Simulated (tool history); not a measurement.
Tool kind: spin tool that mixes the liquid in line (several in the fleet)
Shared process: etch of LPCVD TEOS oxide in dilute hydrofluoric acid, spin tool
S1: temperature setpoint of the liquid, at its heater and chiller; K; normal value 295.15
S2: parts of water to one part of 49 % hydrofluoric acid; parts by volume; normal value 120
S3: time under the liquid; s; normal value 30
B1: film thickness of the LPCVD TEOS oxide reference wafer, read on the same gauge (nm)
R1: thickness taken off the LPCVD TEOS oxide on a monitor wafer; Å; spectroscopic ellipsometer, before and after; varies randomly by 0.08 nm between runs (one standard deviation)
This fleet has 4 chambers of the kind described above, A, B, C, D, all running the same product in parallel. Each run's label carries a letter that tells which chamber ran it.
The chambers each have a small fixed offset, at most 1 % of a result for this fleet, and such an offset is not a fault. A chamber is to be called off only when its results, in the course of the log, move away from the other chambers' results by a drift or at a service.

run,day,S1,S2,S3,B1,R1
1C,0.438,295.15,120,30,90.005,90.861
2D,1.004,295.15,120,30,90.035,90.798
3B,1.467,295.15,120,30,90.006,89.049
4A,1.875,295.15,120,30,89.999,88.961
# day 2.212: chamber D: hydrofluoric acid flow meter replaced
5D,2.521,293.65,120,30,89.986,86.936
6B,2.85,293.65,120,30,90.005,85.242
7C,3.233,293.65,120,30,90.008,84.394
8A,3.717,293.65,120,30,89.97,83.143
9B,4.375,295.15,120,30,90.02,89.57
10C,4.888,295.15,120,30,89.988,90.746
# day 4.904: chamber B: hydrofluoric acid flow meter replaced
11A,5.208,295.15,120,30,90.028,89.316
12D,5.742,295.15,120,30,89.98,89.617
13C,6.046,295.15,120,30,90.011,89.438
14D,6.446,295.15,120,30,89.979,89.324
15B,6.888,295.15,120,30,90.006,90.714
16A,7.296,293.65,120,30,90.028,85.362
17A,7.75,293.65,120,30,90.014,85.454
18D,8.1,293.65,120,30,90.022,85.025
19C,8.783,293.65,120,30,89.999,85.131
20B,9.438,295.15,120,30,90.002,89.039
21D,10.021,295.15,120,30,90.006,91.026
22C,10.683,295.15,120,30,89.973,89.863
23B,11.133,295.15,120,30,90.003,88.423
24A,11.592,295.15,120,15,90.022,45.131
25B,12.004,295.15,120,15,90.005,44.569

Is one chamber off against the others, does the gauge drift, or is nothing wrong? If a chamber is off, say which, and what the likeliest cause is.

Nothing is wrong: each chamber keeps only its own small, steady offset and the gauge holds still.
